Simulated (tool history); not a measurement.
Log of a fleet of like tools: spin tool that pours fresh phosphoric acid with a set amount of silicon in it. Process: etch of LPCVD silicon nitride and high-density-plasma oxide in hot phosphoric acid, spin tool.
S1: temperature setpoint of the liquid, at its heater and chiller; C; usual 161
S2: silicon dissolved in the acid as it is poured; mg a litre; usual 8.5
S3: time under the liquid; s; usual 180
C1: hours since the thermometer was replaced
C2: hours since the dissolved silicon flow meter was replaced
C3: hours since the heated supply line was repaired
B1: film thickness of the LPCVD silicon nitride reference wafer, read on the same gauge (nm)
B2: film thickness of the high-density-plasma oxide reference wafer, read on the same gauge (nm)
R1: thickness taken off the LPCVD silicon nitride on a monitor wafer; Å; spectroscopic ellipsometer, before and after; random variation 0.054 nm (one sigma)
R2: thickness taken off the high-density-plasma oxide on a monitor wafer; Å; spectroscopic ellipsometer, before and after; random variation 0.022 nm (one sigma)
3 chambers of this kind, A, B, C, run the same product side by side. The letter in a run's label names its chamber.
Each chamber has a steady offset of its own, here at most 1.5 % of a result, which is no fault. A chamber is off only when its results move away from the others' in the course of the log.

run   hour     S1   S2   S3     C1      C2      C3      B1      B2      R1      R2
 1A    3.4    161  8.5  180  739.6   129.7   440.9  140.02  69.994  159.08  3.3203
 2C    9.8    161  8.5  180  129.7  1815.2    1724  139.96  70.024     157  3.6052
 3B   15.8    161  8.5  180  336.5  2022.7   279.5  139.99  69.994  159.07  3.3741
 4B     19    161  8.5  180  339.7  2025.9   282.7  140.02  70.013  158.27  3.3865
 5C   24.3  158.5  8.5  180  144.2  1829.7  1738.5  139.99  69.995  144.41  2.6301
 6A   30.5  158.5  8.5  180  766.7   156.8     468  140.01  69.996  147.28   2.888
      33.3  -- chamber B: dissolved silicon flow meter replaced
 7A   34.1  158.5  8.5  180  770.3   160.4   471.6  140.01  70.031  146.49  2.7956
 8C   39.2    161  8.5  180  159.1  1844.6  1753.4  140.01  69.989  158.51  3.0046
 9B   43.9    161  8.5  180  364.6    10.7   307.6  140.02  69.975  158.57  3.6184
10B   47.9    161  8.5  180  368.6    14.7   311.6  139.99  69.976   157.9  3.1052
11A   51.7    159  8.5  180  787.9     178   489.2  139.98  70.026  148.84  2.7983
12C   55.4    159  8.5  180  175.3  1860.8  1769.6  139.99  69.984  146.85  2.6343
13A   60.4    159  8.5  180  796.6   186.7   497.9  140.02  70.009  149.43  2.8631
14B     64    161  8.5  180  384.7    30.8   327.7     140  70.024  158.98  3.5359
15C   68.2    161  8.5  180  188.1  1873.6  1782.4  140.01  69.966  156.22  2.9426
16C   71.8    161  8.5  180  191.7  1877.2    1786  140.03  70.015  158.05  3.4017
17B   75.2    161  8.5  180  395.9      42   338.9  139.98  69.981  158.34  3.2233
18A   79.6    161  8.5  180  815.8   205.9   517.1  140.03  70.001  159.77  3.1326
19B   82.9    161  8.5  180  403.6    49.7   346.6  139.98   70.01  157.86  3.2337
20A   86.8    161  8.5  180    823   213.1   524.3  139.97  69.993  159.29  3.5079
      88.3  -- chamber C: dissolved silicon flow meter replaced
21C   92.2    161  8.5  180  212.1     3.9  1806.4  140.08      70   159.3  3.1132
22C     96  163.5  8.5  115  215.9     7.7  1810.2  139.98  69.996  111.69  2.6373
23A  101.8  163.5  8.5  115    838   228.1   539.3  140.02  69.962   111.3  2.5759
24B  106.7  163.5  8.5  115  427.4    73.5   370.4     140  69.992  110.18  2.6332
25B  109.9    161   13  125  430.6    76.7   373.6  140.02  69.992  110.36  1.8846
26C    115    161   13  125  234.9    26.7  1829.2  139.99  70.015  111.27  2.1234
27A  120.4    161   13  125  856.6   246.7   557.9  140.04  70.007  111.39  2.0672
28B    127    161  8.5  180  447.7    93.8   390.7  139.96  69.974  159.17  3.5283
29A  130.3    161  8.5  180  866.5   256.6   567.8  140.01  70.002  160.38  3.0378
30C  134.9    161  8.5  180  254.8    46.6  1849.1     140  70.007  162.35  2.9618
31A  141.4    161  8.5  180  877.6   267.7   578.9  139.97  69.984  159.88  3.6034
32B  145.4    161  8.5  180  466.1   112.2   409.1  139.99  70.003  158.48  3.3865
33C  149.2    161  8.5  180  269.1    60.9  1863.4     140  69.955  163.16  3.6481
34A  153.2    161  8.5  180  889.4   279.5   590.7  140.01  69.977  158.78  3.0788
35C  156.4    161  8.5  180  276.3    68.1  1870.6     140  69.982  163.54  3.5123

All 3 chambers run these settings next. Forecast each chamber's results:
36A  161.4  161  8.5  180                       ?   ?
36B  161.4  161  8.5  180                       ?   ?
36C  161.4  161  8.5  180                       ?   ?

run      R1      R2
36A  159.61  3.1646
36B  158.35   3.322
36C  164.01  3.6659

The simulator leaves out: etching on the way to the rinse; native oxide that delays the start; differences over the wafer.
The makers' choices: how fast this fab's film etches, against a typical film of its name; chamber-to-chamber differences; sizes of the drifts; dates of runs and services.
